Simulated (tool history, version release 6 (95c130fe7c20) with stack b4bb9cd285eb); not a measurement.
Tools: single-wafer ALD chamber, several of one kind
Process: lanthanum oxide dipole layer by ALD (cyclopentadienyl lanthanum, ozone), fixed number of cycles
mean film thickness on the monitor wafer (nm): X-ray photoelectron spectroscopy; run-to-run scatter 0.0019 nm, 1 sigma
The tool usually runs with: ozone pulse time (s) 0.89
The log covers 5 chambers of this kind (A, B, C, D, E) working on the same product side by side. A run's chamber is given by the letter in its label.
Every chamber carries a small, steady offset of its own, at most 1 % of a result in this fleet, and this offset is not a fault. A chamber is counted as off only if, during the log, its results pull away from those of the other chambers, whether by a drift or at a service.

run,hour,ozone pulse time (s),hours since the last thermocouple change,hours since the last ozone generator service,"read-back reference wafer on the same gauge, thickness_nm",mean film thickness on the monitor wafer (nm)
1C,12.4,0.89,582.5,629.6,0.47105,0.48310
2A,19.7,0.89,2077.3,196.3,0.47068,0.47491
3B,26.2,0.89,353.5,190.3,0.47067,0.47779
4D,38.0,0.89,1447.0,1053.3,0.47048,0.47411
5E,46.4,1.06,1563.2,1036.4,0.47077,0.50886
6C,58.5,1.06,628.6,675.7,0.47089,0.50737
# hour 64.2: chamber A: thermocouple changed; heater temperature recalibrated
7A,71.4,1.06,7.2,248.0,0.47056,0.50457
8B,82.6,1.06,409.9,246.7,0.47096,0.50744
9D,90.3,1.06,1499.3,1105.6,0.47122,0.50273
10E,100.7,0.89,1617.5,1090.7,0.47100,0.48134
11A,112.5,0.89,48.3,289.1,0.47095,0.47467
12D,120.8,0.89,1529.8,1136.1,0.47104,0.47422
13C,130.3,0.89,700.4,747.5,0.47129,0.48648
14E,142.9,1.11,1659.7,1132.9,0.47121,0.51407
15B,149.1,1.11,476.4,313.2,0.47126,0.51230
16A,154.8,1.11,90.6,331.4,0.47058,0.51358
17C,164.9,1.11,735.0,782.1,0.47144,0.51858
18D,173.8,1.11,1582.8,1189.1,0.47108,0.51153
19E,185.5,0.89,1702.3,1175.5,0.47072,0.48208
20B,194.5,0.89,521.8,358.6,0.47080,0.48137
# hour 202.4: chamber E: ozone generator serviced
21B,205.3,0.89,532.6,369.4,0.47075,0.48156
22E,213.9,0.89,1730.7,11.5,0.47089,0.48257
23D,220.1,0.89,1629.1,1235.4,0.47108,0.47795
24A,228.4,0.89,164.2,405.0,0.47137,0.47431
25C,234.1,0.89,804.2,851.3,0.47070,0.48461
26C,245.0,1.10,815.1,862.2,0.47108,0.51945
27D,257.5,1.10,1666.5,1272.8,0.47096,0.50928
28B,264.4,1.10,591.7,428.5,0.47135,0.51324
29E,271.5,1.10,1788.3,69.1,0.47072,0.51248
30A,281.2,1.10,217.0,457.8,0.47098,0.50794
31E,289.6,0.89,1806.4,87.2,0.47064,0.48059

Read the log: is a single chamber off, either drifting away or since a service, is the gauge that measures every chamber drifting, or is nothing wrong beyond small per-chamber offsets? Name any odd chamber and what most likely caused it.

Nothing is wrong: each chamber keeps only its own small, steady offset and the gauge holds still.
